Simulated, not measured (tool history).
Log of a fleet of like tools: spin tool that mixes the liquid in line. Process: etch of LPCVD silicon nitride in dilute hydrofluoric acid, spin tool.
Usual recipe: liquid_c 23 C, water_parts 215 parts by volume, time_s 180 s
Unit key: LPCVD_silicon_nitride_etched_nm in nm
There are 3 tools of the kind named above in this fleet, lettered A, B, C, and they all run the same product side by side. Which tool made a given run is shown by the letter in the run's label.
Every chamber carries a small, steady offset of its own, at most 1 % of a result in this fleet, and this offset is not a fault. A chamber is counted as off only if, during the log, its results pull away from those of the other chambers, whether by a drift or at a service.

run	hour	liquid_c	water_parts	time_s	read-back film thickness of the LPCVD silicon nitride reference wafer, read on the same gauge (nm)	LPCVD_silicon_nitride_etched_nm
1A	11.1	23	215	180	120.01	0.39382
2B	21.1	23	215	180	119.99	0.40156
3C	32.2	23	215	180	120.04	0.39563
4B	37.5	23	215	180	119.98	0.36763
5A	48.0	23	215	180	119.94	0.37358
6C	58.2	23	215	180	119.96	0.41175
7C	63.6	23	215	180	120.00	0.38609
8B	71.3	23	215	180	119.94	0.43732
9A	81.9	23	215	180	119.96	0.42479
10B	87.9	23	215	145	119.99	0.31853
11A	94.4	23	215	145	119.99	0.32273
12C	104.9	23	215	145	120.02	0.32483
13B	115.7	23	215	180	120.01	0.40890
14C	125.3	23	215	180	119.98	0.39074
15A	135.0	23	215	180	120.00	0.34530
16A	140.3	23	215	180	120.03	0.40484
17B	151.8	23	215	180	120.01	0.39453
18C	163.3	23	215	180	120.00	0.42266
# hour 165.5: chamber A: hydrofluoric acid flow meter replaced
19A	173.0	23	215	180	119.98	0.42907
# hour 173.3: chamber C: thermometer replaced
20B	183.7	18	215	230	120.00	0.37817
21C	190.5	18	215	230	120.01	0.37530
22A	196.3	18	215	230	119.99	0.33652
23C	202.2	23	215	180	119.99	0.43288
# hour 204.6: chamber C: hydrofluoric acid flow meter replaced
24B	213.3	23	215	180	120.01	0.37695
25C	224.5	23	215	240	119.98	0.49354
26A	231.2	23	215	240	120.00	0.50046
27B	242.7	23	215	240	119.99	0.56223
28B	248.9	18	180	180	120.02	0.34408
29C	259.8	18	180	180	120.00	0.31258
30A	270.2	18	180	180	120.03	0.36199
31A	281.7	23	215	180	120.00	0.41872
32B	289.6	26	290	180	120.00	0.37472
33C	300.0	26	290	180	119.99	0.37226
# hour 303.7: chamber B: hydrofluoric acid flow meter replaced
34B	309.1	26	290	180	119.94	0.39065
35C	315.7	23	215	180	119.99	0.40644
36A	323.5	23	215	180	119.99	0.37189
37C	333.6	23	215	180	120.00	0.41683
38B	343.2	23	215	180	120.03	0.37244

What goes on in this fleet: one chamber off, a drifting gauge, or nothing beyond the chambers' own small offsets? Name the chamber and the cause, if any.

Neither any chamber nor the gauge drifts; the chambers differ only by their own small, steady offsets.
